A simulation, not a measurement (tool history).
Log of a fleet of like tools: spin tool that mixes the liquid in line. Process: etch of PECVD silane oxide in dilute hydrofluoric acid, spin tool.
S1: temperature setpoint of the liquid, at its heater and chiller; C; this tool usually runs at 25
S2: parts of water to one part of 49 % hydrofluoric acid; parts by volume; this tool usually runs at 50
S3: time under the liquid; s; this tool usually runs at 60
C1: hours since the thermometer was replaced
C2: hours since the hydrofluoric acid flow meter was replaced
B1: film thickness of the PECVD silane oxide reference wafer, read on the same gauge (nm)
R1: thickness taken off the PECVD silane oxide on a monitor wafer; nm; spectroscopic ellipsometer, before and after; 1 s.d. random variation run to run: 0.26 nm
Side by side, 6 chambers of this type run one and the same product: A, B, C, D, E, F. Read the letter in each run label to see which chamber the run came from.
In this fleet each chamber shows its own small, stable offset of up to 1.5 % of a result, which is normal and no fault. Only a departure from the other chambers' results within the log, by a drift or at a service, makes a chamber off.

run,hour,S1,S2,S3,C1,C2,B1,R1
1B,10.6,25,50,60,1666.8,1766.9,30.013,30.274
2C,21.5,25,50,60,2284.3,115.2,29.972,29.997
3A,30.8,25,50,60,1997.3,548.9,29.996,30.115
4F,37.9,25,50,60,407.4,882.2,29.980,30.324
5D,44.9,25,50,60,505.4,656.2,29.937,30.288
6E,52.5,25,50,60,563.2,438.9,29.948,29.556
7F,59.0,25,50,60,428.5,903.3,29.969,30.140
8A,68.3,25,50,60,2034.8,586.4,30.017,30.545
9C,79.6,25,50,60,2342.4,173.3,30.010,29.889
10B,91.7,25,50,60,1747.9,1848.0,30.023,30.738
11E,97.9,25,50,60,608.6,484.3,30.016,29.750
12D,109.0,25,50,60,569.5,720.3,29.999,30.431
13C,118.9,25,50,60,2381.7,212.6,29.998,30.186
# hour 123.4: chamber D: thermometer replaced
14A,129.3,25,50,60,2095.8,647.4,29.993,29.783
15E,136.8,25,50,60,647.5,523.2,30.008,29.557
16F,144.2,25,50,60,513.7,988.5,29.985,30.349
17D,154.2,25,50,60,30.8,765.5,29.999,30.020
# hour 158.4: chamber C: thermometer replaced
18B,164.7,25,50,60,1820.9,1921.0,29.979,30.178
19D,173.0,25,50,60,49.6,784.3,29.986,30.305
# hour 178.4: chamber E: thermometer replaced
# hour 180.8: chamber F: hydrofluoric acid flow meter replaced
20E,185.3,22,50,60,7.0,571.7,29.995,26.343
21F,191.1,22,50,60,560.6,10.3,29.992,26.292
22C,198.6,22,50,60,40.2,292.3,29.974,26.699
23B,205.7,22,50,60,1861.9,1962.0,29.964,26.916
24A,217.6,22,50,60,2184.1,735.7,30.016,25.902
25E,226.5,22,50,60,48.2,612.9,30.014,26.579
26A,235.1,25,50,60,2201.6,753.2,29.965,29.021
27C,247.9,25,35,80,89.5,341.6,29.983,57.351
28B,259.8,25,35,80,1916.0,2016.1,30.009,60.440
29F,271.6,25,35,80,641.1,90.8,29.971,57.871
30D,279.0,25,35,80,155.6,890.3,30.018,59.265
31C,286.6,25,35,80,128.2,380.3,30.034,57.666
32B,299.3,25,35,80,1955.5,2055.6,29.984,59.454
33D,309.2,25,50,60,185.8,920.5,30.050,29.741
34F,319.8,25,50,60,689.3,139.0,29.997,29.820
35E,329.6,25,50,60,151.3,716.0,30.011,30.173
36A,338.8,25,50,60,2305.3,856.9,30.006,28.490
37A,350.0,25,50,60,2316.5,868.1,30.036,28.000
38C,362.2,25,50,60,203.8,455.9,29.960,30.091

Decide between three cases: one chamber stands off from its peers, the gauge reading all wafers drifts, or nothing is wrong past each chamber's small offset. Where a chamber is off, say which and what most likely put it there.

Little by little, chamber A moves away from the other chambers.
Likeliest cause: hydrofluoric acid flow below the setpoint (%) = 6.6.
The log may not separate it from: liquid colder than its thermometer reads (K).

Here are 4 candidates for chamber A's next run, each the usual settings with a change, their results left as question marks. Which one brings its results back in line with what the others give on the usual settings?
In line here means within this much of the mean the other chambers give on the usual settings: R1 0.910 nm
39A-1,371.7,21.5,50,60,,,,?
39A-2,371.7,23.5,50,60,,,,?
39A-3,371.7,25.0,50,65,,,,?
39A-4,371.7,28.5,50,60,,,,?

Mean of the other chambers on the usual settings: R1 30.083 nm
run,R1
39A-1,24.334
39A-2,26.451
39A-3,30.481
39A-4,32.403
Change 39A-3 lands the chamber within the allowed miss of the other chambers.

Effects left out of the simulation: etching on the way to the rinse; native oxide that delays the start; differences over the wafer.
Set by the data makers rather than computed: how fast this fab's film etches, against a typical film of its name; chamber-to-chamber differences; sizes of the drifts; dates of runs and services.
